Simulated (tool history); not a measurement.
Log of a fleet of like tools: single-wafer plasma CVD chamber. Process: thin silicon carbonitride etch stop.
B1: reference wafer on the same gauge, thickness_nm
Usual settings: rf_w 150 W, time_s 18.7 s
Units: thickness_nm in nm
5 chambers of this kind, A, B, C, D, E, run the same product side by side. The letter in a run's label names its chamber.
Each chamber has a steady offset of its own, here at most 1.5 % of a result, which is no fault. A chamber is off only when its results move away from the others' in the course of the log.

run 1B hour=8.5 | rf_w=150 time_s=18.7 | B1=9.9018 | thickness_nm=9.8377
run 2E hour=13.3 | rf_w=150 time_s=18.7 | B1=9.9020 | thickness_nm=9.7093
run 3D hour=18.3 | rf_w=150 time_s=18.7 | B1=9.9032 | thickness_nm=9.6846
run 4A hour=23.6 | rf_w=150 time_s=18.7 | B1=9.9049 | thickness_nm=9.8360
run 5C hour=32.4 | rf_w=150 time_s=18.7 | B1=9.9118 | thickness_nm=9.7861
run 6D hour=36.8 | rf_w=150 time_s=18.7 | B1=9.9056 | thickness_nm=9.6701
run 7E hour=43.0 | rf_w=150 time_s=18.7 | B1=9.9087 | thickness_nm=9.7236
run 8B hour=52.7 | rf_w=150 time_s=18.7 | B1=9.9087 | thickness_nm=9.8258
run 9A hour=57.9 | rf_w=165 time_s=20.4 | B1=9.9108 | thickness_nm=11.0710
run 10C hour=66.8 | rf_w=165 time_s=20.4 | B1=9.9128 | thickness_nm=10.9990
run 11C hour=72.2 | rf_w=165 time_s=20.4 | B1=9.9130 | thickness_nm=10.9880
run 12E hour=79.3 | rf_w=165 time_s=20.4 | B1=9.9117 | thickness_nm=10.9350
run 13B hour=83.7 | rf_w=165 time_s=20.4 | B1=9.9141 | thickness_nm=11.0730
run 14A hour=89.1 | rf_w=150 time_s=18.7 | B1=9.9171 | thickness_nm=9.8308
run 15D hour=94.3 | rf_w=150 time_s=18.7 | B1=9.9169 | thickness_nm=9.6744
run 16C hour=102.8 | rf_w=150 time_s=18.7 | B1=9.9185 | thickness_nm=9.8272
run 17B hour=109.7 | rf_w=180 time_s=20.2 | B1=9.9190 | thickness_nm=11.2410
run 18D hour=119.0 | rf_w=180 time_s=20.2 | B1=9.9202 | thickness_nm=11.0310
run 19A hour=128.1 | rf_w=180 time_s=20.2 | B1=9.9219 | thickness_nm=11.2760
run 20E hour=136.0 | rf_w=180 time_s=20.2 | B1=9.9221 | thickness_nm=11.1660
run 21C hour=143.9 | rf_w=180 time_s=20.2 | B1=9.9238 | thickness_nm=11.1940
run 22E hour=148.7 | rf_w=150 time_s=16.1 | B1=9.9258 | thickness_nm=8.3990
-- hour=151.1 chamber E: thermocouple changed; heater temperature recalibrated
run 23B hour=154.9 | rf_w=150 time_s=16.1 | B1=9.9274 | thickness_nm=8.5019
run 24A hour=163.1 | rf_w=150 time_s=16.1 | B1=9.9272 | thickness_nm=8.5178
run 25D hour=169.3 | rf_w=150 time_s=16.1 | B1=9.9299 | thickness_nm=8.3566
run 26E hour=175.3 | rf_w=150 time_s=16.1 | B1=9.9320 | thickness_nm=8.4045
run 27A hour=181.0 | rf_w=150 time_s=18.7 | B1=9.9344 | thickness_nm=9.8516
run 28B hour=190.3 | rf_w=150 time_s=18.7 | B1=9.9338 | thickness_nm=9.8817
run 29D hour=196.9 | rf_w=150 time_s=18.7 | B1=9.9383 | thickness_nm=9.7054
run 30C hour=205.5 | rf_w=150 time_s=18.7 | B1=9.9307 | thickness_nm=9.8233
run 31E hour=211.6 | rf_w=150 time_s=18.7 | B1=9.9390 | thickness_nm=9.7776
run 32B hour=216.4 | rf_w=150 time_s=18.7 | B1=9.9388 | thickness_nm=9.8753
run 33D hour=221.7 | rf_w=165 time_s=18.7 | B1=9.9413 | thickness_nm=9.9848
run 34A hour=229.8 | rf_w=165 time_s=18.7 | B1=9.9407 | thickness_nm=10.1570
run 35C hour=238.6 | rf_w=165 time_s=18.7 | B1=9.9412 | thickness_nm=10.1160
run 36E hour=244.0 | rf_w=165 time_s=18.7 | B1=9.9417 | thickness_nm=10.0560
run 37A hour=251.6 | rf_w=165 time_s=18.7 | B1=9.9467 | thickness_nm=10.1630
run 38C hour=260.5 | rf_w=175 time_s=15.9 | B1=9.9459 | thickness_nm=8.7714
run 39B hour=268.6 | rf_w=175 time_s=15.9 | B1=9.9453 | thickness_nm=8.7882
run 40D hour=273.6 | rf_w=175 time_s=15.9 | B1=9.9489 | thickness_nm=8.6401
run 41E hour=281.4 | rf_w=175 time_s=15.9 | B1=9.9529 | thickness_nm=8.7175
run 42C hour=287.2 | rf_w=175 time_s=15.9 | B1=9.9552 | thickness_nm=8.7737
run 43B hour=295.0 | rf_w=125 time_s=18.7 | B1=9.9518 | thickness_nm=9.3477
run 44A hour=301.4 | rf_w=125 time_s=18.7 | B1=9.9579 | thickness_nm=9.3591

All 5 chambers run these settings next. Forecast each chamber's results:
run 45A hour=308.5 | rf_w=150 time_s=18.7 | thickness_nm=?
run 45B hour=308.5 | rf_w=150 time_s=18.7 | thickness_nm=?
run 45C hour=308.5 | rf_w=150 time_s=18.7 | thickness_nm=?
run 45D hour=308.5 | rf_w=150 time_s=18.7 | thickness_nm=?
run 45E hour=308.5 | rf_w=150 time_s=18.7 | thickness_nm=?

run=45A thickness_nm=9.9052
run=45B thickness_nm=9.8796
run=45C thickness_nm=9.8482
run=45D thickness_nm=9.7187
run=45E thickness_nm=9.7873

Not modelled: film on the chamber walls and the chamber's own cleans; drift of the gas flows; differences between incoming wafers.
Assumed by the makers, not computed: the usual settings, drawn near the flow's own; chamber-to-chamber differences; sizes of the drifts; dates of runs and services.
